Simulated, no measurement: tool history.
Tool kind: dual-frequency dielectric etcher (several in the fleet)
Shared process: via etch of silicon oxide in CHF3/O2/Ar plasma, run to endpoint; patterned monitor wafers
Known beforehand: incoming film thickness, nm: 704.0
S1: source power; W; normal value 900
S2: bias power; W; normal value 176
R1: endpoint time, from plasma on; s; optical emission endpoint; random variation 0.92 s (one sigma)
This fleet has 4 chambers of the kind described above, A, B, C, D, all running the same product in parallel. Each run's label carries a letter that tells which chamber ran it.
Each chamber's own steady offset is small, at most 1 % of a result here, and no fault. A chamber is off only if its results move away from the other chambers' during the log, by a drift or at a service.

Run 1C, day 0.504: usual settings. Result: R1 307.54 s.
Run 2B, day 0.900: usual settings. Result: R1 306.56 s.
Run 3A, day 1.238: usual settings. Result: R1 307.53 s.
Run 4D, day 1.829: usual settings. Result: R1 310.37 s.
Run 5A, day 2.342: usual settings. Result: R1 307.00 s.
Run 6C, day 2.854: usual settings. Result: R1 308.20 s.
Run 7B, day 3.412: usual settings. Result: R1 306.60 s.
Run 8D, day 4.004: usual settings. Result: R1 307.72 s.
Run 9A, day 4.362: usual settings. Result: R1 306.85 s.
Run 10D, day 4.638: usual settings. Result: R1 308.94 s.
Run 11B, day 5.112: usual settings. Result: R1 309.20 s.
Run 12C, day 5.621: usual settings. Result: R1 307.53 s.
At day 5.871: chamber C: wet clean of the chamber.
Run 13C, day 6.038: usual settings. Result: R1 306.95 s.
Run 14A, day 6.512: usual settings. Result: R1 305.98 s.
Run 15B, day 6.779: usual settings. Result: R1 310.58 s.
Run 16D, day 7.046: usual settings. Result: R1 306.50 s.
Run 17C, day 7.542: usual settings. Result: R1 307.19 s.
Run 18D, day 7.996: usual settings. Result: R1 309.40 s.
Run 19B, day 8.575: usual settings but S1 700 W, S2 219 W. Result: R1 320.21 s.
Run 20A, day 8.862: usual settings but S1 700 W, S2 219 W. Result: R1 316.87 s.
Run 21C, day 9.242: usual settings but S1 700 W, S2 219 W. Result: R1 316.03 s.
Run 22A, day 9.583: usual settings but S1 700 W, S2 219 W. Result: R1 315.16 s.
Run 23B, day 9.979: usual settings. Result: R1 313.30 s.
Run 24D, day 10.450: usual settings. Result: R1 309.64 s.

Is one chamber out of step, is the gauge drifting, or do the chambers differ by no more than their own small offsets? For an off chamber, give its letter and the likeliest cause.

It is chamber B that slowly wanders off from its peers.
What lies behind it: etch rate under this chamber's usual, % = 2.27.
The log might look much the same if the cause were instead: source power that arrives under what is set, %.

Which of the 4 candidates below, each the usual settings with something changed and its results left as question marks, puts chamber B back in line with what the other chambers give on the usual settings?
Maximum distance from the other chambers' mean on the usual settings for a result to count as in line: R1 3.20 s
Run 25B-1, day 10.871: usual settings but S2 198 W. Result: R1 ?.
Run 25B-2, day 10.871: usual settings but S1 930 W, S2 180 W. Result: R1 ?.
Run 25B-3, day 10.871: usual settings but S2 166 W. Result: R1 ?.
Run 25B-4, day 10.871: usual settings but S2 154 W. Result: R1 ?.

What the other chambers average on the usual settings: R1 308.06 s
  run      R1
25B-1  301.86
25B-2  307.56
25B-3  319.84
25B-4  327.60
The right change is 25B-2: it brings the chamber back within the allowed miss of the others.
